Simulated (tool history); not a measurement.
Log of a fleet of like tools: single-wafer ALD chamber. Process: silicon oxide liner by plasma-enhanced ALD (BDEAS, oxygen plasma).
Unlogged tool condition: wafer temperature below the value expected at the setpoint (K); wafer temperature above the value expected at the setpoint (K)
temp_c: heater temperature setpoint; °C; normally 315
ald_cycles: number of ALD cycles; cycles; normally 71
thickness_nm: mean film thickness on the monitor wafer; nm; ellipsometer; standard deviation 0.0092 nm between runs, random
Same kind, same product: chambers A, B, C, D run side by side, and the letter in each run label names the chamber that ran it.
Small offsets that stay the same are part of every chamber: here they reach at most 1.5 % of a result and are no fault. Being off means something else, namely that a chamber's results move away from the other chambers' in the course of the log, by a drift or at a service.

| run | day | temp_c | ald_cycles | hours since the last thermocouple change | read-back reference wafer on the same gauge, thickness_nm | thickness_nm |
|---|---|---|---|---|---|---|
| 1D | 0.308 | 315 | 71 | 2140.5 | 5.9018 | 6.4625 |
| 2C | 0.6 | 315 | 71 | 212.6 | 5.901 | 6.3894 |
| 3A | 0.938 | 315 | 71 | 207.4 | 5.9031 | 6.4659 |
| 4B | 1.358 | 315 | 71 | 1763.2 | 5.905 | 6.4598 |
| 5D | 1.646 | 315 | 71 | 2172.6 | 5.9052 | 6.4695 |
| 6B | 2.117 | 315 | 71 | 1781.4 | 5.9068 | 6.4552 |
|  | 2.4 | chamber B: thermocouple changed; heater temperature recalibrated |
| 7C | 2.417 | 315 | 71 | 256.2 | 5.9074 | 6.4024 |
| 8A | 2.871 | 309 | 71 | 253.8 | 5.9088 | 6.5229 |
| 9B | 3.096 | 309 | 71 | 16.7 | 5.9101 | 6.4828 |
| 10D | 3.575 | 309 | 71 | 2218.9 | 5.9109 | 6.5308 |
| 11A | 3.875 | 309 | 71 | 277.9 | 5.9125 | 6.5282 |
| 12C | 4.104 | 315 | 71 | 296.7 | 5.9136 | 6.4086 |
| 13A | 4.458 | 315 | 71 | 291.9 | 5.9159 | 6.4706 |
| 14B | 4.929 | 315 | 71 | 60.7 | 5.9167 | 6.4649 |
| 15C | 5.192 | 315 | 71 | 322.8 | 5.9163 | 6.4199 |
| 16D | 5.442 | 315 | 71 | 2263.7 | 5.9175 | 6.47 |
| 17B | 5.704 | 315 | 71 | 79.3 | 5.9183 | 6.4607 |
| 18A | 5.917 | 315 | 71 | 326.9 | 5.9199 | 6.4987 |
|  | 6.012 | chamber D: thermocouple changed; heater temperature recalibrated |
| 19D | 6.312 | 315 | 71 | 7.3 | 5.9208 | 6.4972 |
| 20C | 6.675 | 315 | 71 | 358.4 | 5.9231 | 6.4196 |
| 21D | 6.988 | 315 | 71 | 23.5 | 5.9222 | 6.4978 |
| 22C | 7.208 | 310 | 59 | 371.2 | 5.9224 | 5.3659 |
| 23B | 7.479 | 310 | 59 | 121.9 | 5.9252 | 5.4015 |
| 24A | 7.854 | 310 | 59 | 373.4 | 5.9242 | 5.4314 |
| 25D | 8.167 | 310 | 59 | 51.8 | 5.9249 | 5.4259 |
| 26A | 8.379 | 315 | 71 | 386 | 5.9292 | 6.4927 |
| 27B | 8.75 | 315 | 71 | 152.4 | 5.928 | 6.4624 |
| 28C | 9.15 | 315 | 71 | 417.8 | 5.9272 | 6.4274 |
| 29C | 9.392 | 315 | 71 | 423.6 | 5.9281 | 6.4274 |
| 30A | 9.862 | 315 | 71 | 421.6 | 5.931 | 6.506 |
| 31B | 10.142 | 315 | 65 | 185.8 | 5.9327 | 5.9134 |
| 32D | 10.404 | 315 | 65 | 105.5 | 5.936 | 5.9681 |

One chamber off, gauge drift, or nothing amiss beyond the chambers' own small offsets? If it is a chamber, which one, and what is the likeliest cause?

Every chamber seems to shift together because the gauge that measures them all drifts; the chambers themselves are fine.
Cause: gauge reads high (%) = 0.589.
